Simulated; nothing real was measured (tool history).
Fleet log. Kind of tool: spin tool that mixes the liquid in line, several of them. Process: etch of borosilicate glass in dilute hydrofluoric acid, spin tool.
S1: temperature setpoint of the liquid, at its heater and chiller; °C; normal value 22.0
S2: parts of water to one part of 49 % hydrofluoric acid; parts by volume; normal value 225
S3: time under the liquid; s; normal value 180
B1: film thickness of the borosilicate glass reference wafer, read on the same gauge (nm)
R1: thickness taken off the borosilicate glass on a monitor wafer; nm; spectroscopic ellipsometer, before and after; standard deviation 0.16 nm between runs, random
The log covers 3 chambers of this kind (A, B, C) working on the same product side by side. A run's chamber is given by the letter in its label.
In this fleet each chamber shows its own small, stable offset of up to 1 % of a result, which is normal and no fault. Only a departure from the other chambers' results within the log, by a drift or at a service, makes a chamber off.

{"run": "1B", "day": 0.221, "S1": 22.0, "S2": 225, "S3": 180, "B1": 89.963, "R1": 20.712}
{"run": "2C", "day": 0.433, "S1": 22.0, "S2": 225, "S3": 180, "B1": 90.027, "R1": 20.659}
{"run": "3A", "day": 0.55, "S1": 22.0, "S2": 225, "S3": 180, "B1": 89.943, "R1": 20.429}
{"run": "4B", "day": 0.783, "S1": 22.0, "S2": 225, "S3": 180, "B1": 89.989, "R1": 20.412}
{"run": "5C", "day": 0.904, "S1": 22.0, "S2": 225, "S3": 180, "B1": 90.028, "R1": 20.473}
{"run": "6A", "day": 1.054, "S1": 22.0, "S2": 225, "S3": 180, "B1": 89.962, "R1": 20.796}
{"run": "7C", "day": 1.217, "S1": 22.0, "S2": 225, "S3": 180, "B1": 89.993, "R1": 20.236}
{"run": "8B", "day": 1.471, "S1": 22.0, "S2": 225, "S3": 180, "B1": 90.018, "R1": 20.729}
{"run": "9A", "day": 1.667, "S1": 22.0, "S2": 225, "S3": 180, "B1": 90.01, "R1": 20.638}
{"run": "10C", "day": 1.862, "S1": 22.0, "S2": 225, "S3": 180, "B1": 89.982, "R1": 20.471}
{"run": "11A", "day": 2.004, "S1": 22.0, "S2": 225, "S3": 180, "B1": 90.009, "R1": 20.913}
{"run": "12B", "day": 2.238, "S1": 22.0, "S2": 225, "S3": 180, "B1": 90.062, "R1": 20.679}
{"run": "13A", "day": 2.383, "S1": 22.0, "S2": 180, "S3": 180, "B1": 90.009, "R1": 27.038}
{"run": "14B", "day": 2.571, "S1": 22.0, "S2": 180, "S3": 180, "B1": 90.03, "R1": 27.133}
{"run": "15C", "day": 2.825, "S1": 22.0, "S2": 180, "S3": 180, "B1": 89.964, "R1": 26.474}
{"run": "16B", "day": 2.971, "S1": 22.0, "S2": 225, "S3": 180, "B1": 89.993, "R1": 20.527}
{"run": "17C", "day": 3.088, "S1": 22.0, "S2": 225, "S3": 180, "B1": 89.974, "R1": 20.16}
{"run": "18A", "day": 3.229, "S1": 22.0, "S2": 225, "S3": 180, "B1": 89.981, "R1": 20.926}
{"run": "19A", "day": 3.421, "S1": 22.0, "S2": 225, "S3": 180, "B1": 89.996, "R1": 20.651}
{"run": "20B", "day": 3.625, "S1": 22.0, "S2": 225, "S3": 180, "B1": 90.027, "R1": 20.476}
{"run": "21C", "day": 3.779, "S1": 22.0, "S2": 225, "S3": 180, "B1": 89.979, "R1": 20.03}
{"run": "22C", "day": 3.938, "S1": 22.0, "S2": 225, "S3": 180, "B1": 90.008, "R1": 19.827}
{"run": "23B", "day": 4.167, "S1": 22.0, "S2": 225, "S3": 180, "B1": 90.001, "R1": 20.437}
{"run": "24A", "day": 4.35, "S1": 22.0, "S2": 225, "S3": 180, "B1": 90.0, "R1": 20.992}
{"run": "25C", "day": 4.508, "S1": 22.0, "S2": 225, "S3": 180, "B1": 89.99, "R1": 19.518}
{"run": "26B", "day": 4.662, "S1": 22.0, "S2": 225, "S3": 180, "B1": 90.011, "R1": 20.446}
{"run": "27A", "day": 4.925, "S1": 26.0, "S2": 225, "S3": 180, "B1": 90.002, "R1": 24.278}
{"run": "28B", "day": 5.079, "S1": 26.0, "S2": 225, "S3": 180, "B1": 89.993, "R1": 23.907}
{"run": "29C", "day": 5.308, "S1": 26.0, "S2": 225, "S3": 180, "B1": 89.992, "R1": 22.214}
{"run": "30A", "day": 5.438, "S1": 22.0, "S2": 225, "S3": 180, "B1": 90.051, "R1": 20.851}
{"run": "31B", "day": 5.629, "S1": 24.0, "S2": 225, "S3": 245, "B1": 89.958, "R1": 30.079}
{"run": "32A", "day": 5.85, "S1": 24.0, "S2": 225, "S3": 245, "B1": 89.988, "R1": 30.315}

Does one chamber stand apart from the rest, does the shared gauge drift, or is all well apart from small per-chamber offsets? Give the chamber and the most likely cause, where there is one.

Little by little, chamber C moves away from the other chambers.
Cause: liquid colder than its thermometer reads (K) = 2.51.
The log may not separate it from: hydrofluoric acid flow below the setpoint (%).

Here are 4 candidates for chamber C's next run, each the usual settings with a change, their results left as question marks. Which one brings its results back in line with what the others give on the usual settings?
Counts as in line when no further than this from what the other chambers average on the usual settings: R1 0.550 nm
{"run": "33C-1", "day": 6.042, "S1": 22.0, "S2": 235, "S3": 170, "R1": "?"}
{"run": "33C-2", "day": 6.042, "S1": 22.0, "S2": 240, "S3": 165, "R1": "?"}
{"run": "33C-3", "day": 6.042, "S1": 26.5, "S2": 225, "S3": 180, "R1": "?"}
{"run": "33C-4", "day": 6.042, "S1": 22.0, "S2": 215, "S3": 190, "R1": "?"}

The mean the other chambers reach with the usual settings: R1 20.699 nm
run=33C-1 R1=16.721
run=33C-2 R1=15.813
run=33C-3 R1=22.141
run=33C-4 R1=20.839
33C-4 is the one that brings the chamber's results back in line with the other chambers.
